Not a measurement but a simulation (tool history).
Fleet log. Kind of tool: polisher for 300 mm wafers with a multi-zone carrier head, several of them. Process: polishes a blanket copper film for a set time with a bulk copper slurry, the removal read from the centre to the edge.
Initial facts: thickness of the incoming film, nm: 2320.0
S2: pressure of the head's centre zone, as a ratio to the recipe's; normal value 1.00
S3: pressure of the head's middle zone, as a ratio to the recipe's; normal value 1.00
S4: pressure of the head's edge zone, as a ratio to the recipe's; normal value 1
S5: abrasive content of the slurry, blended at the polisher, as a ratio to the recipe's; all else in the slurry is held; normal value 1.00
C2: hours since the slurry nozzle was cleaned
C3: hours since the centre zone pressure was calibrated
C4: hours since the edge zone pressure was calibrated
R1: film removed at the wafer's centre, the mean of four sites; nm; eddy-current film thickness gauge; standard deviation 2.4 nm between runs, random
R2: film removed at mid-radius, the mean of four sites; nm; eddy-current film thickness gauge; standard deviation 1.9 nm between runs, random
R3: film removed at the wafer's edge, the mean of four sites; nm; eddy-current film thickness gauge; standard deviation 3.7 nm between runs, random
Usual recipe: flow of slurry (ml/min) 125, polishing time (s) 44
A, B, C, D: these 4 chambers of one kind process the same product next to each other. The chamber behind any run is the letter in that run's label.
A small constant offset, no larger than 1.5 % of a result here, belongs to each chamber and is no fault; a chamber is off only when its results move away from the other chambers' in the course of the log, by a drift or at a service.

Run 1A, hour 5.6: usual settings; wafers polished on this pad 552; C2 414.1; C3 1131.5; C4 142.0. Result: R1 256.28 nm, R2 258.52 nm, R3 263.02 nm.
At hour 12.9: chamber C: worn pad replaced by a new one.
Run 2D, hour 12.9: usual settings; wafers polished on this pad 727; C2 546.8; C3 834.9; C4 365.3. Result: R1 262.52 nm, R2 261.23 nm, R3 259.03 nm.
At hour 17.9: chamber D: slurry nozzle cleaned.
Run 3B, hour 22.3: usual settings; wafers polished on this pad 635; C2 950.6; C3 443.7; C4 114.2. Result: R1 259.97 nm, R2 257.42 nm, R3 263.35 nm.
Run 4C, hour 26.8: usual settings; wafers polished on this pad 248; C2 650.2; C3 855.1; C4 323.7. Result: R1 262.24 nm, R2 264.21 nm, R3 261.78 nm.
At hour 33.7: chamber B: worn pad replaced by a new one.
Run 5A, hour 34.7: usual settings; wafers polished on this pad 1069; C2 443.2; C3 1160.6; C4 171.1. Result: R1 253.51 nm, R2 258.48 nm, R3 259.11 nm.
At hour 41.5: chamber B: slurry nozzle cleaned.
Run 6B, hour 44.3: usual settings; wafers polished on this pad 189; C2 2.8; C3 465.7; C4 136.2. Result: R1 256.42 nm, R2 259.83 nm, R3 259.32 nm.
At hour 50.8: chamber C: worn pad replaced by a new one.
Run 7C, hour 52.3: usual settings; wafers polished on this pad 27; C2 675.7; C3 880.6; C4 349.2. Result: R1 264.13 nm, R2 263.91 nm, R3 260.12 nm.
At hour 57.7: chamber D: centre zone pressure recalibrated.
At hour 58.0: chamber A: worn pad replaced by a new one.
Run 8D, hour 62.3: usual settings; wafers polished on this pad 1605; C2 44.5; C3 4.6; C4 414.7. Result: R1 260.27 nm, R2 259.54 nm, R3 257.75 nm.
At hour 64.5: chamber B: centre zone pressure recalibrated.
At hour 66.8: chamber C: slurry nozzle cleaned.
Run 9A, hour 72.2: usual settings; wafers polished on this pad 253; C2 480.7; C3 1198.1; C4 208.6. Result: R1 257.61 nm, R2 258.83 nm, R3 263.48 nm.
At hour 72.5: chamber B: worn pad replaced by a new one.
Run 10C, hour 79.1: usual settings; wafers polished on this pad 504; C2 12.3; C3 907.4; C4 376.0. Result: R1 262.92 nm, R2 265.56 nm, R3 258.95 nm.
Run 11B, hour 87.8: usual settings; wafers polished on this pad 273; C2 46.3; C3 23.3; C4 179.7. Result: R1 263.82 nm, R2 262.07 nm, R3 267.91 nm.
At hour 90.8: chamber C: worn pad replaced by a new one.
Run 12D, hour 95.9: usual settings; wafers polished on this pad 2202; C2 78.1; C3 38.2; C4 448.3. Result: R1 257.39 nm, R2 259.23 nm, R3 256.17 nm.
Run 13C, hour 105.2: usual settings; wafers polished on this pad 257; C2 38.4; C3 933.5; C4 402.1. Result: R1 262.36 nm, R2 261.16 nm, R3 255.95 nm.
Run 14D, hour 111.9: usual settings but S2 0.89; wafers polished on this pad 2487; C2 94.1; C3 54.2; C4 464.3. Result: R1 224.34 nm, R2 258.06 nm, R3 256.69 nm.
At hour 116.9: chamber B: worn pad replaced by a new one.
Run 15A, hour 120.4: usual settings but S2 0.89; wafers polished on this pad 1109; C2 528.9; C3 1246.3; C4 256.8. Result: R1 227.82 nm, R2 256.27 nm, R3 266.66 nm.
Run 16B, hour 127.2: usual settings but S2 0.89; wafers polished on this pad 183; C2 85.7; C3 62.7; C4 219.1. Result: R1 228.85 nm, R2 261.46 nm, R3 255.01 nm.
At hour 131.7: chamber A: worn pad replaced by a new one.
Run 17B, hour 135.5: usual settings but S2 0.89; wafers polished on this pad 330; C2 94.0; C3 71.0; C4 227.4. Result: R1 230.05 nm, R2 260.37 nm, R3 256.41 nm.
At hour 139.8: chamber C: worn pad replaced by a new one.
At hour 143.3: chamber A: centre zone pressure recalibrated.
At hour 144.6: chamber C: edge zone pressure recalibrated.
Run 18A, hour 145.1: usual settings but S3 0.95, polishing time (s) 55; wafers polished on this pad 239; C2 553.6; C3 1.9; C4 281.5. Result: R1 319.49 nm, R2 307.79 nm, R3 326.87 nm.
Run 19D, hour 152.6: usual settings but S3 0.95, polishing time (s) 55; wafers polished on this pad 3210; C2 134.8; C3 94.9; C4 505.0. Result: R1 309.54 nm, R2 297.70 nm, R3 309.97 nm.
Run 20C, hour 157.7: usual settings but S3 0.95, polishing time (s) 55; wafers polished on this pad 319; C2 90.9; C3 986.0; C4 13.1. Result: R1 322.76 nm, R2 312.93 nm, R3 327.11 nm.
At hour 161.9: chamber B: worn pad replaced by a new one.
Run 21B, hour 165.0: usual settings but S3 0.95, polishing time (s) 55; wafers polished on this pad 56; C2 123.5; C3 100.5; C4 256.9. Result: R1 329.34 nm, R2 307.01 nm, R3 333.59 nm.
Run 22D, hour 174.1: usual settings; wafers polished on this pad 3593; C2 156.3; C3 116.4; C4 526.5. Result: R1 244.33 nm, R2 243.98 nm, R3 245.85 nm.
Run 23C, hour 184.2: usual settings but flow of slurry (ml/min) 145, polishing time (s) 55; wafers polished on this pad 790; C2 117.4; C3 1012.5; C4 39.6. Result: R1 343.41 nm, R2 340.08 nm, R3 335.97 nm.
Run 24A, hour 189.3: usual settings but flow of slurry (ml/min) 145, polishing time (s) 55; wafers polished on this pad 1024; C2 597.8; C3 46.1; C4 325.7. Result: R1 336.97 nm, R2 338.06 nm, R3 335.36 nm.
At hour 189.6: chamber C: worn pad replaced by a new one.
At hour 193.0: chamber C: centre zone pressure recalibrated.
Run 25A, hour 199.2: usual settings but flow of slurry (ml/min) 145, polishing time (s) 55; wafers polished on this pad 1200; C2 607.7; C3 56.0; C4 335.6. Result: R1 335.62 nm, R2 335.01 nm, R3 333.16 nm.
At hour 205.1: chamber B: worn pad replaced by a new one.
Run 26B, hour 207.6: usual settings but flow of slurry (ml/min) 145, polishing time (s) 55; wafers polished on this pad 45; C2 166.1; C3 143.1; C4 299.5. Result: R1 334.19 nm, R2 333.82 nm, R3 324.89 nm.
Run 27C, hour 212.1: usual settings; wafers polished on this pad 401; C2 145.3; C3 19.2; C4 67.5. Result: R1 254.76 nm, R2 261.77 nm, R3 250.46 nm.
Run 28D, hour 217.7: usual settings but S2 1.08, S5 0.85; wafers polished on this pad 4368; C2 199.9; C3 160.0; C4 570.1. Result: R1 251.95 nm, R2 234.79 nm, R3 233.22 nm.

Is one chamber off against the others, does the gauge drift, or is nothing wrong? If a chamber is off, say which, and what the likeliest cause is.

It is chamber D that slowly wanders off from its peers.
What lies behind it: removal rate lost through wear of the pad, % = 8.1.
It could be hard to tell apart here from: slurry flow missing at the pad, %.

Below are 4 candidate recipes for chamber D's next run, each the usual settings with a change, their results shown as question marks. Which of them brings D's results back in line with what the other chambers give on the usual settings?
Allowed miss from the other chambers' usual-settings mean, per result, to count as in line: R1 8.30 nm; R2 6.50 nm; R3 13.00 nm
Run 29D-1, hour 224.9: usual settings but S4 0.99, polishing time (s) 41. Result: R1 ?, R2 ?, R3 ?.
Run 29D-2, hour 224.9: usual settings but polishing time (s) 45. Result: R1 ?, R2 ?, R3 ?.
Run 29D-3, hour 224.9: usual settings but S3 0.99, S4 1.01, polishing time (s) 48. Result: R1 ?, R2 ?, R3 ?.
Run 29D-4, hour 224.9: usual settings but polishing time (s) 43. Result: R1 ?, R2 ?, R3 ?.

The other chambers' mean on the usual settings: R1 260.13 nm; R2 260.24 nm; R3 260.36 nm
  run      R1      R2      R3
29D-1  224.99  227.19  220.97
29D-2  246.94  249.35  243.82
29D-3  263.38  263.53  261.50
29D-4  235.97  238.27  232.99
29D-3 puts the chamber back in line with the other chambers.

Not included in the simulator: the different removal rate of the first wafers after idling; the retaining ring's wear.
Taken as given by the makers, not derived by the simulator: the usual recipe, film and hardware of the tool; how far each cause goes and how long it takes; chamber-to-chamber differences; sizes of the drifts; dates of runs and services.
